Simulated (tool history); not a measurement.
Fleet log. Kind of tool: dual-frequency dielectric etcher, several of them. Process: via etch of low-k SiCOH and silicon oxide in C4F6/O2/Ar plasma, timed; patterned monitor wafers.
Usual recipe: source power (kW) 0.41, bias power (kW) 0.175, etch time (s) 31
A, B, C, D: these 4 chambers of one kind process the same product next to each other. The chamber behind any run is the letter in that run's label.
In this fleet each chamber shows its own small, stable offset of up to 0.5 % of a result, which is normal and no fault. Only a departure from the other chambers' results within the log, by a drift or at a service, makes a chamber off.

| run | hour | source power (kW) | bias power (kW) | etch time (s) | read-back reference wafer on the same gauge, depth_nm | mean etch depth across the wafer (Å) |
|---|---|---|---|---|---|---|
| 1C | 3.5 | 0.41 | 0.175 | 31 | 88.014 | 733.47 |
| 2A | 9.5 | 0.41 | 0.175 | 31 | 87.984 | 737.6 |
| 3D | 14.2 | 0.41 | 0.175 | 31 | 87.992 | 731.18 |
| 4B | 19.4 | 0.41 | 0.175 | 31 | 87.973 | 731.66 |
| 5B | 24.8 | 0.41 | 0.175 | 31 | 88.024 | 733.1 |
| 6A | 30.1 | 0.41 | 0.175 | 31 | 87.987 | 738.76 |
| 7D | 34 | 0.41 | 0.175 | 31 | 87.964 | 734.99 |
| 8C | 38.8 | 0.41 | 0.175 | 31 | 87.973 | 733.07 |
| 9A | 43.6 | 0.41 | 0.152 | 31 | 87.995 | 704.45 |
| 10C | 48.5 | 0.41 | 0.152 | 31 | 88.029 | 701.89 |
|  | 51.7 | chamber B: source power generator calibrated |
| 11B | 52.9 | 0.41 | 0.152 | 31 | 88.051 | 700.15 |
| 12D | 56.2 | 0.41 | 0.152 | 31 | 88.003 | 699.3 |
| 13B | 58.8 | 0.41 | 0.175 | 31 | 87.992 | 729.34 |
| 14D | 63.4 | 0.41 | 0.175 | 31 | 87.984 | 733.36 |
| 15A | 69.1 | 0.41 | 0.175 | 31 | 87.964 | 735.88 |
|  | 69.4 | chamber B: wet clean of the chamber |
| 16C | 73.8 | 0.41 | 0.175 | 31 | 88.053 | 733.23 |
| 17C | 76.5 | 0.41 | 0.175 | 31 | 88.018 | 730.61 |
| 18D | 79.8 | 0.41 | 0.175 | 38.5 | 87.997 | 905.22 |
| 19A | 85.6 | 0.41 | 0.175 | 38.5 | 88.075 | 914.31 |
| 20B | 90.9 | 0.41 | 0.175 | 38.5 | 87.993 | 906.18 |
| 21B | 96.5 | 0.41 | 0.175 | 38.5 | 88.056 | 905.3 |
| 22A | 100.3 | 0.41 | 0.175 | 31 | 88.048 | 742.86 |
| 23C | 104.6 | 0.41 | 0.175 | 31 | 87.982 | 731.02 |
| 24D | 107.5 | 0.41 | 0.145 | 40 | 87.987 | 890.5 |
| 25A | 110.3 | 0.41 | 0.145 | 40 | 88.003 | 901.58 |
| 26B | 115.8 | 0.41 | 0.145 | 40 | 88.023 | 890.97 |
| 27C | 119.3 | 0.41 | 0.145 | 40 | 88.021 | 892.13 |
|  | 121 | chamber C: wet clean of the chamber |
| 28D | 123.5 | 0.41 | 0.175 | 31 | 87.992 | 731.12 |
| 29D | 128.2 | 0.41 | 0.175 | 31 | 87.987 | 730.05 |
| 30C | 133.9 | 0.41 | 0.175 | 31 | 88.053 | 732.96 |
| 31A | 139.3 | 0.41 | 0.175 | 31 | 87.963 | 746.02 |
| 32B | 143.3 | 0.41 | 0.175 | 31 | 87.94 | 730.05 |
| 33D | 147.2 | 0.41 | 0.175 | 31 | 88.034 | 729.17 |
| 34B | 151 | 0.41 | 0.175 | 31 | 88.025 | 732.03 |
| 35A | 155 | 0.41 | 0.175 | 31 | 88.046 | 751.46 |
| 36C | 157.9 | 0.41 | 0.175 | 31 | 88.001 | 730.59 |
| 37C | 161.1 | 0.41 | 0.175 | 31 | 87.949 | 730 |
| 38B | 165.4 | 0.41 | 0.136 | 31 | 88.009 | 678.9 |
| 39D | 168.9 | 0.41 | 0.136 | 31 | 88.009 | 678.13 |

Is one chamber off against the others, does the gauge drift, or is nothing wrong? If a chamber is off, say which, and what the likeliest cause is.

It is chamber A that slowly wanders off from its peers.
Cause: etch rate over this chamber's usual, % = 1.93.
The log might look much the same if the cause were instead: source power that arrives over what is set, %; bias power that arrives over what is set, %.

Which of the 4 candidates below, each the usual settings with something changed and its results left as question marks, puts chamber A back in line with what the other chambers give on the usual settings?
Counts as in line when no further than this from what the other chambers average on the usual settings: mean etch depth across the wafer (Å) 7.2
| 40A-1 | 173.2 | 0.41 | 0.189 | 31 |  | ? |
| 40A-2 | 173.2 | 0.41 | 0.161 | 31 |  | ? |
| 40A-3 | 173.2 | 0.41 | 0.173 | 31 |  | ? |
| 40A-4 | 173.2 | 0.41 | 0.177 | 31 |  | ? |

What the other chambers average on the usual settings: mean etch depth across the wafer (Å) 730.83
| run | mean etch depth across the wafer (Å) |
|---|---|
| 40A-1 | 766.98 |
| 40A-2 | 728.92 |
| 40A-3 | 745.59 |
| 40A-4 | 751.02 |
It is 40A-2 that realigns the chamber with its peers.

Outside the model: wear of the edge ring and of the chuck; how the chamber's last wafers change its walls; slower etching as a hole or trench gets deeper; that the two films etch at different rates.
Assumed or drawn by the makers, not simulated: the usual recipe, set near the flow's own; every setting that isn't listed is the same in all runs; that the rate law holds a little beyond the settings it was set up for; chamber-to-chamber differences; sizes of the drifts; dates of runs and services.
